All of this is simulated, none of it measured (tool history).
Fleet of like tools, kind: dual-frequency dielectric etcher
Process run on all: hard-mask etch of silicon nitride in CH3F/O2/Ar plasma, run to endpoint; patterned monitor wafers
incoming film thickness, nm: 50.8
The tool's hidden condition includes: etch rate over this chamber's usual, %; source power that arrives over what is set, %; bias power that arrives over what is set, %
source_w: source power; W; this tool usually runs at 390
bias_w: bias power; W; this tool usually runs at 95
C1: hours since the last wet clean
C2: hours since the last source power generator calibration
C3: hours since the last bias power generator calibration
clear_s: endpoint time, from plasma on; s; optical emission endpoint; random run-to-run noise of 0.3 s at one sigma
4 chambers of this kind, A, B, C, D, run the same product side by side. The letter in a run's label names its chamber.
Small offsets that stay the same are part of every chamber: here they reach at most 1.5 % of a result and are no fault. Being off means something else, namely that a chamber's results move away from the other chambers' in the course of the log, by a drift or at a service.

{"run": "1B", "hour": 3.4, "source_w": 390, "bias_w": 95, "C1": 519.3, "C2": 3137.2, "C3": 2231.0, "clear_s": 67.176}
{"run": "2A", "hour": 6.3, "source_w": 390, "bias_w": 95, "C1": 125.4, "C2": 1217.6, "C3": 2993.7, "clear_s": 67.28}
{"hour": 8.0, "done": "chamber B: wet clean of the chamber"}
{"run": "3C", "hour": 8.6, "source_w": 390, "bias_w": 95, "C1": 284.8, "C2": 3926.9, "C3": 1190.4, "clear_s": 68.356}
{"run": "4D", "hour": 12.6, "source_w": 390, "bias_w": 95, "C1": 303.0, "C2": 2786.7, "C3": 2832.0, "clear_s": 67.019}
{"run": "5A", "hour": 16.9, "source_w": 390, "bias_w": 95, "C1": 136.0, "C2": 1228.2, "C3": 3004.3, "clear_s": 67.13}
{"run": "6D", "hour": 20.7, "source_w": 390, "bias_w": 95, "C1": 311.1, "C2": 2794.8, "C3": 2840.1, "clear_s": 67.363}
{"run": "7C", "hour": 23.3, "source_w": 390, "bias_w": 95, "C1": 299.5, "C2": 3941.6, "C3": 1205.1, "clear_s": 68.252}
{"run": "8B", "hour": 26.0, "source_w": 390, "bias_w": 95, "C1": 18.0, "C2": 3159.8, "C3": 2253.6, "clear_s": 67.164}
{"run": "9A", "hour": 29.2, "source_w": 390, "bias_w": 95, "C1": 148.3, "C2": 1240.5, "C3": 3016.6, "clear_s": 66.536}
{"run": "10B", "hour": 33.4, "source_w": 390, "bias_w": 95, "C1": 25.4, "C2": 3167.2, "C3": 2261.0, "clear_s": 66.709}
{"run": "11D", "hour": 36.8, "source_w": 390, "bias_w": 95, "C1": 327.2, "C2": 2810.9, "C3": 2856.2, "clear_s": 66.553}
{"run": "12C", "hour": 40.1, "source_w": 390, "bias_w": 95, "C1": 316.3, "C2": 3958.4, "C3": 1221.9, "clear_s": 68.166}
{"hour": 41.0, "done": "chamber D: wet clean of the chamber"}
{"run": "13C", "hour": 43.0, "source_w": 490, "bias_w": 77, "C1": 319.2, "C2": 3961.3, "C3": 1224.8, "clear_s": 67.527}
{"run": "14D", "hour": 45.0, "source_w": 490, "bias_w": 77, "C1": 4.0, "C2": 2819.1, "C3": 2864.4, "clear_s": 65.986}
{"run": "15B", "hour": 48.9, "source_w": 490, "bias_w": 77, "C1": 40.9, "C2": 3182.7, "C3": 2276.5, "clear_s": 66.306}
{"run": "16A", "hour": 50.8, "source_w": 490, "bias_w": 77, "C1": 169.9, "C2": 1262.1, "C3": 3038.2, "clear_s": 66.275}
{"run": "17D", "hour": 53.1, "source_w": 390, "bias_w": 95, "C1": 12.1, "C2": 2827.2, "C3": 2872.5, "clear_s": 66.538}
{"run": "18B", "hour": 55.8, "source_w": 450, "bias_w": 95, "C1": 47.8, "C2": 3189.6, "C3": 2283.4, "clear_s": 63.803}
{"run": "19A", "hour": 58.3, "source_w": 450, "bias_w": 95, "C1": 177.4, "C2": 1269.6, "C3": 3045.7, "clear_s": 63.504}
{"run": "20C", "hour": 60.4, "source_w": 450, "bias_w": 95, "C1": 336.6, "C2": 3978.7, "C3": 1242.2, "clear_s": 64.636}
{"run": "21C", "hour": 64.1, "source_w": 450, "bias_w": 95, "C1": 340.3, "C2": 3982.4, "C3": 1245.9, "clear_s": 64.497}
{"run": "22A", "hour": 66.2, "source_w": 390, "bias_w": 95, "C1": 185.3, "C2": 1277.5, "C3": 3053.6, "clear_s": 66.932}
{"hour": 67.3, "done": "chamber C: wet clean of the chamber"}
{"run": "23B", "hour": 70.0, "source_w": 390, "bias_w": 95, "C1": 62.0, "C2": 3203.8, "C3": 2297.6, "clear_s": 67.378}
{"run": "24D", "hour": 72.1, "source_w": 390, "bias_w": 95, "C1": 31.1, "C2": 2846.2, "C3": 2891.5, "clear_s": 67.215}
{"run": "25A", "hour": 76.2, "source_w": 390, "bias_w": 95, "C1": 195.3, "C2": 1287.5, "C3": 3063.6, "clear_s": 66.424}
{"run": "26D", "hour": 80.0, "source_w": 390, "bias_w": 95, "C1": 39.0, "C2": 2854.1, "C3": 2899.4, "clear_s": 66.922}
{"run": "27B", "hour": 82.6, "source_w": 390, "bias_w": 95, "C1": 74.6, "C2": 3216.4, "C3": 2310.2, "clear_s": 66.942}
{"run": "28C", "hour": 86.6, "source_w": 390, "bias_w": 95, "C1": 19.3, "C2": 4004.9, "C3": 1268.4, "clear_s": 68.455}

One chamber off, gauge drift, or nothing amiss beyond the chambers' own small offsets? If it is a chamber, which one, and what is the likeliest cause?

No chamber is off and the gauge is stable; the differences are just each chamber's small, constant offset.
